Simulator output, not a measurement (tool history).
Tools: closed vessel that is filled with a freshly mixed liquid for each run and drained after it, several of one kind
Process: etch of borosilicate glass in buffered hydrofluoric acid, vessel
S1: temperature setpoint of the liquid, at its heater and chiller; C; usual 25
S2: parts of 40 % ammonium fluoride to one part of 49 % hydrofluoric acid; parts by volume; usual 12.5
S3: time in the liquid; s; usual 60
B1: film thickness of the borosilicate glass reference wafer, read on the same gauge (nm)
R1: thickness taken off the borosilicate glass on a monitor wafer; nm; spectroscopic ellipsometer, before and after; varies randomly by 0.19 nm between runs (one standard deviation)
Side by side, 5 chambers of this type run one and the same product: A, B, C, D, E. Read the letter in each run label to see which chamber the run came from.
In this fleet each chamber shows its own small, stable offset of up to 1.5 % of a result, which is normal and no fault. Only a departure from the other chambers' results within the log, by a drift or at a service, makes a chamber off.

run   hour    S1    S2  S3      B1      R1
 1D    6.1    25  12.5  60  40.023  63.186
 2B    8.9    25  12.5  60  40.011  63.554
 3E     12    25  12.5  60  39.996  63.699
 4C   15.7    25  12.5  60  39.991  63.287
 5A   18.9    25  12.5  60  39.989  63.852
 6A   23.2    25  12.5  45  40.016  48.405
 7B   26.6    25  12.5  45  40.012  47.589
 8E   29.8    25  12.5  45  40.015  48.009
 9D   33.5    25  12.5  45  39.993  47.521
10C   39.5    25  12.5  45  39.971  47.297
11B   44.7  22.5  12.5  60  40.017  55.907
12D   47.7  22.5  12.5  60  39.984  55.649
13E   53.1  22.5  12.5  60  39.995  56.122
14A   56.6  22.5  12.5  60   39.99  56.051
15C     61  22.5  12.5  60  40.017  55.072
      66.5  -- chamber B: hydrofluoric acid flow meter replaced
16D   67.5    25  12.5  60  39.972  63.168
17C     73    25  12.5  60  40.002  62.904
18E   77.9    25  12.5  85  40.022  90.665
19B   83.7    25  12.5  85  39.999  89.683
20A   89.4    25  12.5  85  39.997  90.999
21B   95.3    25  12.5  85  40.016  89.634
22A  100.4    25  12.5  85  39.985  90.216
23E    104  27.5  12.5  60  40.016  72.214
24C  109.5  27.5  12.5  60  40.031  72.054
25D  115.8  27.5  12.5  60  40.012   72.33
26B  118.6  27.5  12.5  60      40  72.941
     120.3  -- chamber A: hydrofluoric acid flow meter replaced
27A  122.6  27.5  12.5  60  40.004   72.86
28C  128.4    25  12.5  60  40.022  62.849
29E  131.8    25  12.5  60  40.005  63.936
30D  135.3    25  12.5  60  39.995      63
31A  141.8    25  12.5  30  40.016  32.009
32C  147.3    25  12.5  30  40.012  31.453
33B  152.1    25  12.5  30  40.002   31.77
34D  155.7    25  12.5  30  39.991  31.737
     158.7  -- chamber E: hydrofluoric acid flow meter replaced
35E  160.6    25  12.5  30  39.996  31.738
36C  163.8    25  12.5  60  39.985  63.228
37E  167.2  21.5     9  60  39.988  70.312
38B  173.3  21.5     9  60  40.002  69.948
39A  177.9  21.5     9  60  39.988  70.873
40D  182.3  21.5     9  60   40.01  70.513
41D    188  21.5     9  60  39.987  70.535

Each of the 5 chambers runs these same settings next. Fill in every chamber's results:
42A  192.7  30  12.5  60       ?
42B  192.7  30  12.5  60       ?
42C  192.7  30  12.5  60       ?
42D  192.7  30  12.5  60       ?
42E  192.7  30  12.5  60       ?

run      R1
42A  83.546
42B  82.705
42C   81.73
42D  81.928
42E  82.753

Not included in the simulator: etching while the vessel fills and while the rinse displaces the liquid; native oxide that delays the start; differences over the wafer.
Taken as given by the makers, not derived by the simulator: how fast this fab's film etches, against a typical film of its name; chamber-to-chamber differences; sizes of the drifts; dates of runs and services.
